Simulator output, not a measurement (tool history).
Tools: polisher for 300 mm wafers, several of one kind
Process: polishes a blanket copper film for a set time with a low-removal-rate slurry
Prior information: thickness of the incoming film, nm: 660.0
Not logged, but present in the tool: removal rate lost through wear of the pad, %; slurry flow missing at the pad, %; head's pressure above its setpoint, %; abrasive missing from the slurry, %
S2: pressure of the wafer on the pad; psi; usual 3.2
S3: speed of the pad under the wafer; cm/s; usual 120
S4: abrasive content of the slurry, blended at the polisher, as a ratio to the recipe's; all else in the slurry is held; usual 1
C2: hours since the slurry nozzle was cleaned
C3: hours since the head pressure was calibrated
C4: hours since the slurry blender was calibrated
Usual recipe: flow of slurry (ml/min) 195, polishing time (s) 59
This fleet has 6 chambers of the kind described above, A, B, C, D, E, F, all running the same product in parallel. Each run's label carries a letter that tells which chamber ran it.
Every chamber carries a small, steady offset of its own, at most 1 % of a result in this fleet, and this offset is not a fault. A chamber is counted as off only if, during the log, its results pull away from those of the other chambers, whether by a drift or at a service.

{"run": "1D", "hour": 8.0, "flow of slurry (ml/min)": 195, "S2": 3.2, "S3": 120, "S4": 1, "polishing time (s)": 59, "wafers polished on this pad": 1149, "C2": 9.7, "C3": 781.3, "C4": 9.2, "film removed (nm)": 183.08}
{"hour": 11.5, "done": "chamber D: worn pad replaced by a new one"}
{"run": "2E", "hour": 18.9, "flow of slurry (ml/min)": 195, "S2": 3.2, "S3": 120, "S4": 1, "polishing time (s)": 59, "wafers polished on this pad": 540, "C2": 141.5, "C3": 1075.2, "C4": 136.0, "film removed (nm)": 180.9}
{"hour": 21.6, "done": "chamber A: worn pad replaced by a new one"}
{"run": "3A", "hour": 25.5, "flow of slurry (ml/min)": 195, "S2": 3.2, "S3": 120, "S4": 1, "polishing time (s)": 59, "wafers polished on this pad": 46, "C2": 170.9, "C3": 196.2, "C4": 132.5, "film removed (nm)": 186.4}
{"hour": 31.1, "done": "chamber C: slurry nozzle cleaned"}
{"run": "4B", "hour": 36.6, "flow of slurry (ml/min)": 195, "S2": 3.2, "S3": 120, "S4": 1, "polishing time (s)": 59, "wafers polished on this pad": 685, "C2": 158.3, "C3": 250.1, "C4": 68.9, "film removed (nm)": 190.2}
{"hour": 44.3, "done": "chamber C: worn pad replaced by a new one"}
{"run": "5F", "hour": 49.2, "flow of slurry (ml/min)": 195, "S2": 3.2, "S3": 120, "S4": 1, "polishing time (s)": 59, "wafers polished on this pad": 993, "C2": 468.3, "C3": 759.4, "C4": 234.4, "film removed (nm)": 186.89}
{"hour": 55.7, "done": "chamber D: head pressure recalibrated"}
{"hour": 59.5, "done": "chamber F: worn pad replaced by a new one"}
{"run": "6C", "hour": 59.9, "flow of slurry (ml/min)": 195, "S2": 3.2, "S3": 120, "S4": 1, "polishing time (s)": 59, "wafers polished on this pad": 185, "C2": 28.8, "C3": 309.9, "C4": 105.6, "film removed (nm)": 189.64}
{"hour": 73.0, "done": "chamber B: worn pad replaced by a new one"}
{"run": "7E", "hour": 74.8, "flow of slurry (ml/min)": 195, "S2": 3.2, "S3": 120, "S4": 1, "polishing time (s)": 59, "wafers polished on this pad": 1204, "C2": 197.4, "C3": 1131.1, "C4": 191.9, "film removed (nm)": 183.06}
{"hour": 84.0, "done": "chamber E: worn pad replaced by a new one"}
{"hour": 84.1, "done": "chamber A: slurry blender recalibrated"}
{"run": "8B", "hour": 85.2, "flow of slurry (ml/min)": 195, "S2": 3.2, "S3": 120, "S4": 1, "polishing time (s)": 59, "wafers polished on this pad": 145, "C2": 206.9, "C3": 298.7, "C4": 117.5, "film removed (nm)": 189.07}
{"hour": 96.8, "done": "chamber D: worn pad replaced by a new one"}
{"run": "9D", "hour": 99.4, "flow of slurry (ml/min)": 195, "S2": 3.2, "S3": 120, "S4": 1, "polishing time (s)": 59, "wafers polished on this pad": 30, "C2": 101.1, "C3": 43.7, "C4": 100.6, "film removed (nm)": 180.51}
{"hour": 109.8, "done": "chamber E: slurry blender recalibrated"}
{"hour": 111.9, "done": "chamber A: worn pad replaced by a new one"}
{"run": "10A", "hour": 112.7, "flow of slurry (ml/min)": 195, "S2": 3.2, "S3": 120, "S4": 1, "polishing time (s)": 59, "wafers polished on this pad": 10, "C2": 258.1, "C3": 283.4, "C4": 28.7, "film removed (nm)": 186.63}
{"hour": 115.9, "done": "chamber B: slurry blender recalibrated"}
{"run": "11F", "hour": 125.6, "flow of slurry (ml/min)": 195, "S2": 3.2, "S3": 120, "S4": 1, "polishing time (s)": 59, "wafers polished on this pad": 785, "C2": 544.7, "C3": 835.8, "C4": 310.8, "film removed (nm)": 183.86}
{"hour": 139.8, "done": "chamber C: worn pad replaced by a new one"}
{"run": "12C", "hour": 140.3, "flow of slurry (ml/min)": 195, "S2": 3.2, "S3": 120, "S4": 1, "polishing time (s)": 59, "wafers polished on this pad": 6, "C2": 109.2, "C3": 390.3, "C4": 186.0, "film removed (nm)": 188.36}
{"hour": 146.2, "done": "chamber B: head pressure recalibrated"}
{"run": "13F", "hour": 151.3, "flow of slurry (ml/min)": 195, "S2": 3.2, "S3": 120, "S4": 1, "polishing time (s)": 59, "wafers polished on this pad": 1090, "C2": 570.4, "C3": 861.5, "C4": 336.5, "film removed (nm)": 184.45}
{"run": "14D", "hour": 159.6, "flow of slurry (ml/min)": 195, "S2": 3.2, "S3": 120, "S4": 1, "polishing time (s)": 59, "wafers polished on this pad": 746, "C2": 161.3, "C3": 103.9, "C4": 160.8, "film removed (nm)": 185.28}
{"hour": 162.9, "done": "chamber D: slurry blender recalibrated"}
{"hour": 167.7, "done": "chamber F: worn pad replaced by a new one"}
{"hour": 167.9, "done": "chamber B: worn pad replaced by a new one"}
{"hour": 168.6, "done": "chamber F: slurry nozzle cleaned"}
{"run": "15A", "hour": 173.8, "flow of slurry (ml/min)": 195, "S2": 3.2, "S3": 120, "S4": 1, "polishing time (s)": 59, "wafers polished on this pad": 736, "C2": 319.2, "C3": 344.5, "C4": 89.8, "film removed (nm)": 186.62}
{"run": "16E", "hour": 187.1, "flow of slurry (ml/min)": 195, "S2": 3.2, "S3": 120, "S4": 1, "polishing time (s)": 40, "wafers polished on this pad": 1225, "C2": 309.7, "C3": 1243.4, "C4": 77.4, "film removed (nm)": 125.55}
{"hour": 193.0, "done": "chamber D: worn pad replaced by a new one"}
{"hour": 197.6, "done": "chamber E: worn pad replaced by a new one"}
{"run": "17B", "hour": 201.8, "flow of slurry (ml/min)": 195, "S2": 3.2, "S3": 120, "S4": 1, "polishing time (s)": 40, "wafers polished on this pad": 403, "C2": 323.5, "C3": 55.6, "C4": 86.0, "film removed (nm)": 129.29}
{"run": "18C", "hour": 214.1, "flow of slurry (ml/min)": 195, "S2": 3.2, "S3": 120, "S4": 1, "polishing time (s)": 40, "wafers polished on this pad": 883, "C2": 183.0, "C3": 464.1, "C4": 259.8, "film removed (nm)": 123.76}
{"hour": 215.6, "done": "chamber A: worn pad replaced by a new one"}
{"hour": 222.7, "done": "chamber F: slurry blender recalibrated"}
{"run": "19A", "hour": 228.1, "flow of slurry (ml/min)": 195, "S2": 3.2, "S3": 120, "S4": 1, "polishing time (s)": 40, "wafers polished on this pad": 148, "C2": 373.5, "C3": 398.8, "C4": 144.1, "film removed (nm)": 124.97}
{"run": "20D", "hour": 241.1, "flow of slurry (ml/min)": 195, "S2": 3.2, "S3": 120, "S4": 1, "polishing time (s)": 40, "wafers polished on this pad": 572, "C2": 242.8, "C3": 185.4, "C4": 78.3, "film removed (nm)": 124.24}
{"hour": 247.0, "done": "chamber C: worn pad replaced by a new one"}
{"hour": 248.3, "done": "chamber F: head pressure recalibrated"}
{"hour": 253.4, "done": "chamber B: slurry blender recalibrated"}
{"run": "21B", "hour": 255.3, "flow of slurry (ml/min)": 195, "S2": 3.2, "S3": 120, "S4": 1, "polishing time (s)": 40, "wafers polished on this pad": 1039, "C2": 377.0, "C3": 109.1, "C4": 1.9, "film removed (nm)": 127.58}
{"hour": 262.2, "done": "chamber B: worn pad replaced by a new one"}
{"run": "22E", "hour": 266.2, "flow of slurry (ml/min)": 195, "S2": 3.2, "S3": 120, "S4": 1, "polishing time (s)": 59, "wafers polished on this pad": 816, "C2": 388.8, "C3": 1322.5, "C4": 156.5, "film removed (nm)": 183.32}
{"hour": 266.5, "done": "chamber F: worn pad replaced by a new one"}
{"run": "23F", "hour": 272.7, "flow of slurry (ml/min)": 195, "S2": 3.2, "S3": 120, "S4": 1, "polishing time (s)": 59, "wafers polished on this pad": 74, "C2": 104.1, "C3": 24.4, "C4": 50.0, "film removed (nm)": 208.15}
{"run": "24C", "hour": 286.8, "flow of slurry (ml/min)": 195, "S2": 3.2, "S3": 120, "S4": 1, "polishing time (s)": 59, "wafers polished on this pad": 473, "C2": 255.7, "C3": 536.8, "C4": 332.5, "film removed (nm)": 185.88}
{"hour": 291.9, "done": "chamber D: worn pad replaced by a new one"}
{"run": "25B", "hour": 301.3, "flow of slurry (ml/min)": 195, "S2": 3.2, "S3": 120, "S4": 1, "polishing time (s)": 59, "wafers polished on this pad": 465, "C2": 423.0, "C3": 155.1, "C4": 47.9, "film removed (nm)": 186.98}
{"hour": 303.2, "done": "chamber A: slurry blender recalibrated"}
{"hour": 309.1, "done": "chamber E: worn pad replaced by a new one"}
{"hour": 310.1, "done": "chamber A: worn pad replaced by a new one"}
{"run": "26C", "hour": 311.4, "flow of slurry (ml/min)": 195, "S2": 3.2, "S3": 120, "S4": 1, "polishing time (s)": 59, "wafers polished on this pad": 766, "C2": 280.3, "C3": 561.4, "C4": 357.1, "film removed (nm)": 184.17}
{"run": "27E", "hour": 319.8, "flow of slurry (ml/min)": 195, "S2": 3.8, "S3": 96, "S4": 1, "polishing time (s)": 59, "wafers polished on this pad": 127, "C2": 442.4, "C3": 1376.1, "C4": 210.1, "film removed (nm)": 175.98}
{"hour": 321.8, "done": "chamber C: head pressure recalibrated"}
{"hour": 330.6, "done": "chamber D: slurry blender recalibrated"}
{"hour": 334.2, "done": "chamber D: slurry nozzle cleaned"}
{"run": "28F", "hour": 334.6, "flow of slurry (ml/min)": 195, "S2": 3.8, "S3": 96, "S4": 1, "polishing time (s)": 59, "wafers polished on this pad": 809, "C2": 166.0, "C3": 86.3, "C4": 111.9, "film removed (nm)": 198.62}
{"hour": 336.9, "done": "chamber E: slurry blender recalibrated"}
{"hour": 342.5, "done": "chamber C: worn pad replaced by a new one"}
{"run": "29D", "hour": 347.3, "flow of slurry (ml/min)": 195, "S2": 3.8, "S3": 96, "S4": 1, "polishing time (s)": 59, "wafers polished on this pad": 658, "C2": 13.1, "C3": 291.6, "C4": 16.7, "film removed (nm)": 175.43}
{"hour": 353.3, "done": "chamber F: worn pad replaced by a new one"}
{"run": "30A", "hour": 356.3, "flow of slurry (ml/min)": 195, "S2": 3.8, "S3": 96, "S4": 1, "polishing time (s)": 59, "wafers polished on this pad": 549, "C2": 501.7, "C3": 527.0, "C4": 53.1, "film removed (nm)": 179.8}
{"run": "31B", "hour": 365.4, "flow of slurry (ml/min)": 195, "S2": 3.8, "S3": 96, "S4": 1, "polishing time (s)": 59, "wafers polished on this pad": 1227, "C2": 487.1, "C3": 219.2, "C4": 112.0, "film removed (nm)": 178.27}
{"hour": 368.7, "done": "chamber B: worn pad replaced by a new one"}
{"run": "32C", "hour": 376.3, "flow of slurry (ml/min)": 195, "S2": 3.8, "S3": 96, "S4": 1, "polishing time (s)": 59, "wafers polished on this pad": 401, "C2": 345.2, "C3": 54.6, "C4": 422.0, "film removed (nm)": 176.52}
{"run": "33D", "hour": 390.2, "flow of slurry (ml/min)": 195, "S2": 3.2, "S3": 120, "S4": 1, "polishing time (s)": 59, "wafers polished on this pad": 1168, "C2": 56.0, "C3": 334.5, "C4": 59.6, "film removed (nm)": 180.89}
{"hour": 395.7, "done": "chamber A: worn pad replaced by a new one"}
{"hour": 395.7, "done": "chamber B: slurry blender recalibrated"}
{"run": "34E", "hour": 401.1, "flow of slurry (ml/min)": 195, "S2": 3.2, "S3": 120, "S4": 1, "polishing time (s)": 59, "wafers polished on this pad": 1093, "C2": 523.7, "C3": 1457.4, "C4": 64.2, "film removed (nm)": 182.58}
{"hour": 402.9, "done": "chamber D: worn pad replaced by a new one"}
{"run": "35F", "hour": 411.6, "flow of slurry (ml/min)": 195, "S2": 3.2, "S3": 120, "S4": 1, "polishing time (s)": 59, "wafers polished on this pad": 692, "C2": 243.0, "C3": 163.3, "C4": 188.9, "film removed (nm)": 210.73}
{"hour": 412.3, "done": "chamber E: worn pad replaced by a new one"}
{"hour": 412.7, "done": "chamber C: slurry blender recalibrated"}
{"run": "36A", "hour": 422.4, "flow of slurry (ml/min)": 195, "S2": 3.2, "S3": 120, "S4": 1, "polishing time (s)": 59, "wafers polished on this pad": 318, "C2": 567.8, "C3": 593.1, "C4": 119.2, "film removed (nm)": 188.09}
{"hour": 428.0, "done": "chamber E: head pressure recalibrated"}
{"run": "37B", "hour": 429.0, "flow of slurry (ml/min)": 195, "S2": 3.2, "S3": 120, "S4": 1, "polishing time (s)": 59, "wafers polished on this pad": 716, "C2": 550.7, "C3": 282.8, "C4": 33.3, "film removed (nm)": 186.87}
{"run": "38D", "hour": 438.2, "flow of slurry (ml/min)": 195, "S2": 3.2, "S3": 120, "S4": 1, "polishing time (s)": 59, "wafers polished on this pad": 419, "C2": 104.0, "C3": 382.5, "C4": 107.6, "film removed (nm)": 185.53}
{"hour": 439.6, "done": "chamber F: worn pad replaced by a new one"}
{"hour": 441.0, "done": "chamber C: worn pad replaced by a new one"}
{"hour": 447.2, "done": "chamber A: slurry nozzle cleaned"}
{"run": "39F", "hour": 453.0, "flow of slurry (ml/min)": 195, "S2": 3.2, "S3": 120, "S4": 1, "polishing time (s)": 59, "wafers polished on this pad": 159, "C2": 284.4, "C3": 204.7, "C4": 230.3, "film removed (nm)": 208.89}
{"run": "40E", "hour": 465.7, "flow of slurry (ml/min)": 195, "S2": 3.2, "S3": 120, "S4": 1, "polishing time (s)": 59, "wafers polished on this pad": 634, "C2": 588.3, "C3": 37.8, "C4": 128.8, "film removed (nm)": 184.17}
{"run": "41C", "hour": 478.0, "flow of slurry (ml/min)": 195, "S2": 3.2, "S3": 120, "S4": 1, "polishing time (s)": 59, "wafers polished on this pad": 440, "C2": 446.9, "C3": 156.3, "C4": 65.3, "film removed (nm)": 185.58}
{"hour": 480.0, "done": "chamber A: head pressure recalibrated"}
{"run": "42A", "hour": 488.9, "flow of slurry (ml/min)": 195, "S2": 3.2, "S3": 120, "S4": 1, "polishing time (s)": 59, "wafers polished on this pad": 1107, "C2": 41.7, "C3": 9.0, "C4": 185.7, "film removed (nm)": 188.59}
{"run": "43E", "hour": 498.4, "flow of slurry (ml/min)": 195, "S2": 3.2, "S3": 120, "S4": 1, "polishing time (s)": 59, "wafers polished on this pad": 1023, "C2": 621.0, "C3": 70.5, "C4": 161.5, "film removed (nm)": 182.83}

What goes on in this fleet: one chamber off, a drifting gauge, or nothing beyond the chambers' own small offsets? Name the chamber and the cause, if any.

Chamber F came out of a service off from its peers and stayed that way.
Likeliest cause: head's pressure above its setpoint, % = 11.7.

Chamber F could run next with any of the 4 candidate recipes listed below; each alters the usual settings, and their results appear as question marks. Which one brings its results back in line with what the other chambers deliver on the usual settings?
To be in line, a result may differ from the other chambers' mean on the usual settings by at most: film removed (nm) 9.00
{"run": "44F-1", "hour": 509.1, "flow of slurry (ml/min)": 195, "S2": 3.2, "S3": 122, "S4": 1, "polishing time (s)": 60, "film removed (nm)": "?"}
{"run": "44F-2", "hour": 509.1, "flow of slurry (ml/min)": 195, "S2": 3.2, "S3": 112, "S4": 1, "polishing time (s)": 55, "film removed (nm)": "?"}
{"run": "44F-3", "hour": 509.1, "flow of slurry (ml/min)": 195, "S2": 3.2, "S3": 118, "S4": 1, "polishing time (s)": 58, "film removed (nm)": "?"}
{"run": "44F-4", "hour": 509.1, "flow of slurry (ml/min)": 195, "S2": 3.4, "S3": 128, "S4": 1, "polishing time (s)": 59, "film removed (nm)": "?"}

Usual-settings mean across the other chambers: film removed (nm) 185.54
run=44F-1 film_removed_(nm)=216.29
run=44F-2 film_removed_(nm)=182.15
run=44F-3 film_removed_(nm)=202.28
run=44F-4 film_removed_(nm)=237.17
Change 44F-2 lands the chamber within the allowed miss of the other chambers.
